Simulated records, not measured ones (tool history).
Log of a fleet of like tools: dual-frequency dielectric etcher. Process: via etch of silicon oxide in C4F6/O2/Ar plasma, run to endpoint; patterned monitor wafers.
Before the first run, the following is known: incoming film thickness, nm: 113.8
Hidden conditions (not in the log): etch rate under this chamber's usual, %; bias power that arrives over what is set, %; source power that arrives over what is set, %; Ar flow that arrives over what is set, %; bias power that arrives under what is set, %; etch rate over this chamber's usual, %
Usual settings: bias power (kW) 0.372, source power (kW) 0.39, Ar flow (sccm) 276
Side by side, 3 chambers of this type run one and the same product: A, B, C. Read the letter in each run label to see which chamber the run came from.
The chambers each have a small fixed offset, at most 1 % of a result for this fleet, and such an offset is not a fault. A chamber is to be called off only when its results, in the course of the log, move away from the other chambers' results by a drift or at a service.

run,day,bias power (kW),source power (kW),Ar flow (sccm),hours since the last wet clean,hours since the last bias power generator calibration,hours since the last source power generator calibration,hours since the last Ar flow controller change,endpoint time (s)
1C,0.196,0.372,0.39,276,327.2,1862,493,2436.3,28.104
2B,0.617,0.372,0.39,276,462.6,1483.7,778.8,925.6,27.882
3A,0.975,0.372,0.39,276,68.8,590.7,426.9,1235.7,27.916
4C,1.333,0.372,0.39,276,354.5,1889.3,520.3,2463.6,27.894
5A,1.592,0.372,0.39,276,83.6,605.5,441.7,1250.5,27.798
6B,1.996,0.372,0.39,276,495.7,1516.8,811.9,958.7,28.142
7C,2.362,0.372,0.39,276,379.2,1914,545,2488.3,28.292
8A,2.679,0.372,0.39,276,109.7,631.6,467.8,1276.6,27.799
9B,2.888,0.299,0.39,276,517.1,1538.2,833.3,980.1,30.118
10C,3.325,0.299,0.39,276,402.3,1937.1,568.1,2511.4,30.152
# day 3.492: chamber C: wet clean of the chamber
11B,3.558,0.299,0.39,276,533.2,1554.3,849.4,996.2,30.296
# day 3.629: chamber B: wet clean of the chamber
12A,3.933,0.302,0.39,308,139.8,661.7,497.9,1306.7,30.522
13B,4.333,0.302,0.39,308,17,1572.9,868,1014.8,31.459
14C,4.612,0.302,0.39,308,27,1968,599,2542.3,30.626
15A,4.854,0.301,0.45,276,161.9,683.8,520,1328.8,28.762
16B,5.225,0.301,0.45,276,38.4,1594.3,889.4,1036.2,29.307
17C,5.558,0.301,0.45,276,49.7,1990.7,621.7,2565,28.723
18A,5.862,0.372,0.39,276,186.1,708,544.2,1353,27.949
19A,6.238,0.372,0.39,276,195.1,717,553.2,1362,28.108
20B,6.462,0.372,0.39,276,68.1,1624,919.1,1065.9,28.678

Read the log: is a single chamber off, either drifting away or since a service, is the gauge that measures every chamber drifting, or is nothing wrong beyond small per-chamber offsets? Name any odd chamber and what most likely caused it.

The work done on chamber B during a service left it standing apart from the others.
Most likely cause: etch rate under this chamber's usual, % = 3.31.

Which of the 4 candidates below, each the usual settings with something changed and its results left as question marks, puts chamber B back in line with what the other chambers give on the usual settings?
Allowed miss from the other chambers' usual-settings mean, per result, to count as in line: endpoint time (s) 0.47
21B-1,6.775,0.359,0.37,279,,,,,?
21B-2,6.775,0.399,0.42,270,,,,,?
21B-3,6.775,0.386,0.41,276,,,,,?
21B-4,6.775,0.344,0.36,276,,,,,?

The other chambers' mean on the usual settings: endpoint time (s) 28.032
run,endpoint time (s)
21B-1,29.985
21B-2,27.448
21B-3,28.093
21B-4,30.717
21B-3 brings the chamber back in line.
